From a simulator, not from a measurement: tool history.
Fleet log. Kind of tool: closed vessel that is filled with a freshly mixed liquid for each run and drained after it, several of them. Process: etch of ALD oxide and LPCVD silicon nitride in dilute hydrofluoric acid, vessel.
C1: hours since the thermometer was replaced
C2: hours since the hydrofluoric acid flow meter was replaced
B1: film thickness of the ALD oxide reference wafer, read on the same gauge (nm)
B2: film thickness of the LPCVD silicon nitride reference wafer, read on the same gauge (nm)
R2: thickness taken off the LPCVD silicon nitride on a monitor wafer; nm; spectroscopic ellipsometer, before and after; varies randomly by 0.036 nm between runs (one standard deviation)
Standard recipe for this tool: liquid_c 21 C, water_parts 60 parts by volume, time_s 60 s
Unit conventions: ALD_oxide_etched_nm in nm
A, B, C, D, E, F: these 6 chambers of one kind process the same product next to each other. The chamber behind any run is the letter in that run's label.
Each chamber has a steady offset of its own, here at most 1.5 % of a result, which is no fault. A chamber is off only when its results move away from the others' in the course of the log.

{"run": "1D", "hour": 5.3, "liquid_c": 21, "water_parts": 60, "time_s": 60, "C1": 621.8, "C2": 349.4, "B1": 50.012, "B2": 140, "ALD_oxide_etched_nm": 13.214, "R2": 0.42908}
{"run": "2A", "hour": 13.3, "liquid_c": 21, "water_parts": 60, "time_s": 60, "C1": 89.9, "C2": 1260.5, "B1": 49.997, "B2": 139.99, "ALD_oxide_etched_nm": 13.448, "R2": 0.41961}
{"hour": 15.9, "done": "chamber C: hydrofluoric acid flow meter replaced"}
{"run": "3C", "hour": 20.8, "liquid_c": 21, "water_parts": 60, "time_s": 60, "C1": 957.5, "C2": 5, "B1": 49.99, "B2": 140.02, "ALD_oxide_etched_nm": 13.358, "R2": 0.37534}
{"run": "4B", "hour": 26.8, "liquid_c": 21, "water_parts": 60, "time_s": 60, "C1": 972.5, "C2": 178.2, "B1": 49.99, "B2": 139.99, "ALD_oxide_etched_nm": 13.43, "R2": 0.35755}
{"run": "5F", "hour": 31.6, "liquid_c": 21, "water_parts": 60, "time_s": 60, "C1": 2046, "C2": 1769.5, "B1": 49.983, "B2": 139.99, "ALD_oxide_etched_nm": 13.451, "R2": 0.40625}
{"run": "6E", "hour": 36.6, "liquid_c": 23.5, "water_parts": 60, "time_s": 60, "C1": 525, "C2": 2166.2, "B1": 50.027, "B2": 140, "ALD_oxide_etched_nm": 14.655, "R2": 0.46564}
{"run": "7A", "hour": 42.7, "liquid_c": 23.5, "water_parts": 60, "time_s": 60, "C1": 119.3, "C2": 1289.9, "B1": 50.001, "B2": 140.01, "ALD_oxide_etched_nm": 14.659, "R2": 0.47792}
{"run": "8D", "hour": 47.2, "liquid_c": 23.5, "water_parts": 60, "time_s": 60, "C1": 663.7, "C2": 391.3, "B1": 50.012, "B2": 140, "ALD_oxide_etched_nm": 14.749, "R2": 0.47167}
{"run": "9C", "hour": 54.4, "liquid_c": 23.5, "water_parts": 60, "time_s": 60, "C1": 991.1, "C2": 38.6, "B1": 49.996, "B2": 140.01, "ALD_oxide_etched_nm": 14.799, "R2": 0.46967}
{"run": "10F", "hour": 58.0, "liquid_c": 23.5, "water_parts": 60, "time_s": 60, "C1": 2072.4, "C2": 1795.9, "B1": 50.002, "B2": 140.01, "ALD_oxide_etched_nm": 14.856, "R2": 0.48102}
{"hour": 60.3, "done": "chamber E: hydrofluoric acid flow meter replaced"}
{"run": "11E", "hour": 64.3, "liquid_c": 23.5, "water_parts": 60, "time_s": 60, "C1": 552.7, "C2": 4, "B1": 49.987, "B2": 140.03, "ALD_oxide_etched_nm": 14.891, "R2": 0.49094}
{"run": "12B", "hour": 70.7, "liquid_c": 17, "water_parts": 60, "time_s": 60, "C1": 1016.4, "C2": 222.1, "B1": 49.995, "B2": 139.98, "ALD_oxide_etched_nm": 11.437, "R2": 0.28674}
{"run": "13F", "hour": 78.2, "liquid_c": 17, "water_parts": 60, "time_s": 60, "C1": 2092.6, "C2": 1816.1, "B1": 50.003, "B2": 139.98, "ALD_oxide_etched_nm": 11.221, "R2": 0.28078}
{"run": "14E", "hour": 83.3, "liquid_c": 17, "water_parts": 60, "time_s": 60, "C1": 571.7, "C2": 23, "B1": 49.995, "B2": 140.01, "ALD_oxide_etched_nm": 11.209, "R2": 0.26975}
{"run": "15C", "hour": 88.2, "liquid_c": 17, "water_parts": 60, "time_s": 60, "C1": 1024.9, "C2": 72.4, "B1": 49.994, "B2": 139.99, "ALD_oxide_etched_nm": 10.858, "R2": 0.28498}
{"run": "16D", "hour": 95.7, "liquid_c": 17, "water_parts": 60, "time_s": 60, "C1": 712.2, "C2": 439.8, "B1": 50.019, "B2": 140.02, "ALD_oxide_etched_nm": 11.135, "R2": 0.26548}
{"run": "17A", "hour": 101.4, "liquid_c": 17, "water_parts": 60, "time_s": 60, "C1": 178, "C2": 1348.6, "B1": 50.003, "B2": 139.97, "ALD_oxide_etched_nm": 11.123, "R2": 0.25435}
{"run": "18B", "hour": 109.6, "liquid_c": 21, "water_parts": 60, "time_s": 60, "C1": 1055.3, "C2": 261, "B1": 50.001, "B2": 139.98, "ALD_oxide_etched_nm": 13.439, "R2": 0.36062}
{"run": "19B", "hour": 113.5, "liquid_c": 21, "water_parts": 60, "time_s": 60, "C1": 1059.2, "C2": 264.9, "B1": 50.004, "B2": 139.99, "ALD_oxide_etched_nm": 13.607, "R2": 0.40915}
{"run": "20C", "hour": 117.3, "liquid_c": 21, "water_parts": 60, "time_s": 60, "C1": 1054, "C2": 101.5, "B1": 50.012, "B2": 139.99, "ALD_oxide_etched_nm": 12.736, "R2": 0.3817}
{"run": "21D", "hour": 122.6, "liquid_c": 21, "water_parts": 60, "time_s": 60, "C1": 739.1, "C2": 466.7, "B1": 50.008, "B2": 139.98, "ALD_oxide_etched_nm": 13.379, "R2": 0.33511}
{"run": "22F", "hour": 126.3, "liquid_c": 21, "water_parts": 60, "time_s": 60, "C1": 2140.7, "C2": 1864.2, "B1": 49.986, "B2": 140, "ALD_oxide_etched_nm": 13.404, "R2": 0.35338}
{"run": "23A", "hour": 133.2, "liquid_c": 21, "water_parts": 60, "time_s": 60, "C1": 209.8, "C2": 1380.4, "B1": 49.994, "B2": 139.98, "ALD_oxide_etched_nm": 13.514, "R2": 0.36005}
{"run": "24E", "hour": 137.6, "liquid_c": 21, "water_parts": 60, "time_s": 60, "C1": 626, "C2": 77.3, "B1": 50.008, "B2": 140, "ALD_oxide_etched_nm": 13.424, "R2": 0.44322}
{"hour": 140.0, "done": "chamber F: thermometer replaced"}
{"run": "25B", "hour": 142.2, "liquid_c": 21, "water_parts": 60, "time_s": 60, "C1": 1087.9, "C2": 293.6, "B1": 50.017, "B2": 139.97, "ALD_oxide_etched_nm": 13.518, "R2": 0.37828}
{"run": "26C", "hour": 149.9, "liquid_c": 21, "water_parts": 60, "time_s": 60, "C1": 1086.6, "C2": 134.1, "B1": 50.005, "B2": 139.99, "ALD_oxide_etched_nm": 12.945, "R2": 0.35594}
{"run": "27F", "hour": 154.6, "liquid_c": 21, "water_parts": 60, "time_s": 60, "C1": 14.6, "C2": 1892.5, "B1": 49.999, "B2": 140.03, "ALD_oxide_etched_nm": 13.348, "R2": 0.38349}
{"run": "28A", "hour": 162.8, "liquid_c": 21, "water_parts": 60, "time_s": 60, "C1": 239.4, "C2": 1410, "B1": 49.993, "B2": 140, "ALD_oxide_etched_nm": 13.465, "R2": 0.35002}
{"run": "29D", "hour": 169.5, "liquid_c": 21, "water_parts": 60, "time_s": 60, "C1": 786, "C2": 513.6, "B1": 49.999, "B2": 140.01, "ALD_oxide_etched_nm": 13.103, "R2": 0.36974}
{"run": "30E", "hour": 175.6, "liquid_c": 21, "water_parts": 60, "time_s": 60, "C1": 664, "C2": 115.3, "B1": 50.01, "B2": 140, "ALD_oxide_etched_nm": 13.497, "R2": 0.30469}
{"run": "31C", "hour": 182.5, "liquid_c": 21, "water_parts": 60, "time_s": 60, "C1": 1119.2, "C2": 166.7, "B1": 49.98, "B2": 140.02, "ALD_oxide_etched_nm": 12.614, "R2": 0.33769}
{"run": "32E", "hour": 187.4, "liquid_c": 19, "water_parts": 70, "time_s": 60, "C1": 675.8, "C2": 127.1, "B1": 49.996, "B2": 139.98, "ALD_oxide_etched_nm": 10.421, "R2": 0.24107}
{"run": "33F", "hour": 193.7, "liquid_c": 19, "water_parts": 70, "time_s": 60, "C1": 53.7, "C2": 1931.6, "B1": 49.992, "B2": 139.99, "ALD_oxide_etched_nm": 10.452, "R2": 0.24486}
{"run": "34D", "hour": 199.7, "liquid_c": 19, "water_parts": 70, "time_s": 60, "C1": 816.2, "C2": 543.8, "B1": 50.013, "B2": 139.97, "ALD_oxide_etched_nm": 10.333, "R2": 0.30167}
{"run": "35A", "hour": 206.3, "liquid_c": 19, "water_parts": 70, "time_s": 60, "C1": 282.9, "C2": 1453.5, "B1": 50.018, "B2": 139.99, "ALD_oxide_etched_nm": 10.234, "R2": 0.29843}
{"hour": 209.7, "done": "chamber E: thermometer replaced"}
{"run": "36B", "hour": 211.1, "liquid_c": 19, "water_parts": 70, "time_s": 60, "C1": 1156.8, "C2": 362.5, "B1": 49.988, "B2": 139.97, "ALD_oxide_etched_nm": 10.47, "R2": 0.26984}
{"run": "37B", "hour": 219.1, "liquid_c": 19, "water_parts": 70, "time_s": 60, "C1": 1164.8, "C2": 370.5, "B1": 50, "B2": 140.01, "ALD_oxide_etched_nm": 10.702, "R2": 0.26042}
{"run": "38C", "hour": 223.0, "liquid_c": 21, "water_parts": 60, "time_s": 60, "C1": 1159.7, "C2": 207.2, "B1": 50.019, "B2": 140.02, "ALD_oxide_etched_nm": 12.324, "R2": 0.31752}
{"run": "39A", "hour": 229.7, "liquid_c": 21, "water_parts": 60, "time_s": 60, "C1": 306.3, "C2": 1476.9, "B1": 50.007, "B2": 139.99, "ALD_oxide_etched_nm": 13.481, "R2": 0.35816}
{"run": "40D", "hour": 233.3, "liquid_c": 21, "water_parts": 60, "time_s": 60, "C1": 849.8, "C2": 577.4, "B1": 49.992, "B2": 139.99, "ALD_oxide_etched_nm": 13.072, "R2": 0.35937}
{"run": "41E", "hour": 241.6, "liquid_c": 18, "water_parts": 40, "time_s": 60, "C1": 31.9, "C2": 181.3, "B1": 50.021, "B2": 139.99, "ALD_oxide_etched_nm": 18.103, "R2": 0.45746}
{"run": "42F", "hour": 245.2, "liquid_c": 18, "water_parts": 40, "time_s": 60, "C1": 105.2, "C2": 1983.1, "B1": 50.004, "B2": 140.01, "ALD_oxide_etched_nm": 17.659, "R2": 0.44802}
{"run": "43F", "hour": 248.9, "liquid_c": 18, "water_parts": 40, "time_s": 60, "C1": 108.9, "C2": 1986.8, "B1": 50.011, "B2": 139.99, "ALD_oxide_etched_nm": 17.868, "R2": 0.45688}

For the next run the whole fleet of 6 chambers uses the same settings. Give each chamber's results:
{"run": "44A", "hour": 254.9, "liquid_c": 17, "water_parts": 60, "time_s": 60, "ALD_oxide_etched_nm": "?", "R2": "?"}
{"run": "44B", "hour": 254.9, "liquid_c": 17, "water_parts": 60, "time_s": 60, "ALD_oxide_etched_nm": "?", "R2": "?"}
{"run": "44C", "hour": 254.9, "liquid_c": 17, "water_parts": 60, "time_s": 60, "ALD_oxide_etched_nm": "?", "R2": "?"}
{"run": "44D", "hour": 254.9, "liquid_c": 17, "water_parts": 60, "time_s": 60, "ALD_oxide_etched_nm": "?", "R2": "?"}
{"run": "44E", "hour": 254.9, "liquid_c": 17, "water_parts": 60, "time_s": 60, "ALD_oxide_etched_nm": "?", "R2": "?"}
{"run": "44F", "hour": 254.9, "liquid_c": 17, "water_parts": 60, "time_s": 60, "ALD_oxide_etched_nm": "?", "R2": "?"}

run=44A ALD_oxide_etched_nm=11.264 R2=0.29792
run=44B ALD_oxide_etched_nm=11.489 R2=0.32658
run=44C ALD_oxide_etched_nm=10.171 R2=0.2309
run=44D ALD_oxide_etched_nm=11.089 R2=0.22282
run=44E ALD_oxide_etched_nm=11.281 R2=0.27578
run=44F ALD_oxide_etched_nm=11.095 R2=0.32745

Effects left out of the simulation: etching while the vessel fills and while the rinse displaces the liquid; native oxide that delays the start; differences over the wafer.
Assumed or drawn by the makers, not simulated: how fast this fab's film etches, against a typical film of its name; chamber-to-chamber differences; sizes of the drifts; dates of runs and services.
